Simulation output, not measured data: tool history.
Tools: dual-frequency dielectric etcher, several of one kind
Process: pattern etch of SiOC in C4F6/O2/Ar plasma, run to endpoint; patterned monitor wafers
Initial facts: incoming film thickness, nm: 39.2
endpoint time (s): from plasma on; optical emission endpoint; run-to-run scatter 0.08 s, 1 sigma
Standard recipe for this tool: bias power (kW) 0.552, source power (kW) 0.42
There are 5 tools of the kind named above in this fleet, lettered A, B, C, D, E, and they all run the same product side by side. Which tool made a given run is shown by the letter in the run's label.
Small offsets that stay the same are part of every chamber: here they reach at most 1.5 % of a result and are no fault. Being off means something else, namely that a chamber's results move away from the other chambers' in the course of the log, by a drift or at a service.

Run 1E, day 0.096: usual settings. Result: endpoint time (s) 12.525.
Run 2A, day 0.188: usual settings. Result: endpoint time (s) 12.374.
Run 3B, day 0.312: usual settings. Result: endpoint time (s) 12.672.
Run 4C, day 0.425: usual settings. Result: endpoint time (s) 12.295.
Run 5D, day 0.588: usual settings. Result: endpoint time (s) 12.604.
Run 6B, day 0.733: usual settings. Result: endpoint time (s) 12.588.
Run 7A, day 0.854: usual settings. Result: endpoint time (s) 12.472.
Run 8C, day 0.975: usual settings. Result: endpoint time (s) 12.28.
Run 9D, day 1.1: usual settings. Result: endpoint time (s) 12.659.
Run 10E, day 1.212: usual settings. Result: endpoint time (s) 12.505.
Run 11B, day 1.317: usual settings. Result: endpoint time (s) 12.505.
Run 12D, day 1.429: usual settings. Result: endpoint time (s) 12.604.
Run 13E, day 1.588: usual settings. Result: endpoint time (s) 12.413.
Run 14A, day 1.692: usual settings. Result: endpoint time (s) 12.572.
Run 15C, day 1.792: usual settings. Result: endpoint time (s) 12.206.
Run 16E, day 1.879: usual settings but bias power (kW) 0.644, source power (kW) 0.52. Result: endpoint time (s) 10.944.
Run 17B, day 2.033: usual settings but bias power (kW) 0.644, source power (kW) 0.52. Result: endpoint time (s) 11.019.
Run 18A, day 2.154: usual settings but bias power (kW) 0.644, source power (kW) 0.52. Result: endpoint time (s) 10.829.
Run 19D, day 2.304: usual settings but bias power (kW) 0.644, source power (kW) 0.52. Result: endpoint time (s) 11.043.
Run 20C, day 2.412: usual settings but bias power (kW) 0.644, source power (kW) 0.52. Result: endpoint time (s) 10.767.
Run 21A, day 2.588: usual settings. Result: endpoint time (s) 12.496.
Run 22D, day 2.712: usual settings. Result: endpoint time (s) 12.441.
Run 23B, day 2.875: usual settings. Result: endpoint time (s) 12.648.
Run 24E, day 3.046: usual settings. Result: endpoint time (s) 12.367.
Run 25C, day 3.179: usual settings. Result: endpoint time (s) 12.403.
Run 26D, day 3.338: usual settings. Result: endpoint time (s) 12.593.
Run 27A, day 3.442: usual settings. Result: endpoint time (s) 12.388.
Run 28E, day 3.529: usual settings. Result: endpoint time (s) 12.379.
Run 29C, day 3.617: usual settings. Result: endpoint time (s) 12.398.
Run 30B, day 3.725: usual settings. Result: endpoint time (s) 12.622.
Run 31D, day 3.812: usual settings. Result: endpoint time (s) 12.603.
Run 32E, day 3.933: usual settings but source power (kW) 0.34. Result: endpoint time (s) 13.425.
Run 33B, day 4.021: usual settings but source power (kW) 0.34. Result: endpoint time (s) 13.684.
Run 34C, day 4.179: usual settings but source power (kW) 0.34. Result: endpoint time (s) 13.304.
At day 4.183: chamber A: source power generator calibrated.
Run 35A, day 4.317: usual settings but source power (kW) 0.34. Result: endpoint time (s) 13.379.
Run 36C, day 4.433: usual settings but source power (kW) 0.34. Result: endpoint time (s) 13.3.
Run 37E, day 4.596: usual settings. Result: endpoint time (s) 12.417.
Run 38B, day 4.692: usual settings. Result: endpoint time (s) 12.664.
Run 39D, day 4.808: usual settings. Result: endpoint time (s) 12.698.
Run 40A, day 4.946: usual settings. Result: endpoint time (s) 12.337.
Run 41A, day 5.046: usual settings. Result: endpoint time (s) 12.45.
Run 42C, day 5.129: usual settings but bias power (kW) 0.495, source power (kW) 0.5. Result: endpoint time (s) 12.004.
Run 43D, day 5.238: usual settings but bias power (kW) 0.495, source power (kW) 0.5. Result: endpoint time (s) 12.372.
Run 44B, day 5.329: usual settings but bias power (kW) 0.495, source power (kW) 0.5. Result: endpoint time (s) 12.146.

Is one chamber off against the others, does the gauge drift, or is nothing wrong? If a chamber is off, say which, and what the likeliest cause is.

Nothing is wrong: each chamber keeps only its own small, steady offset and the gauge holds still.
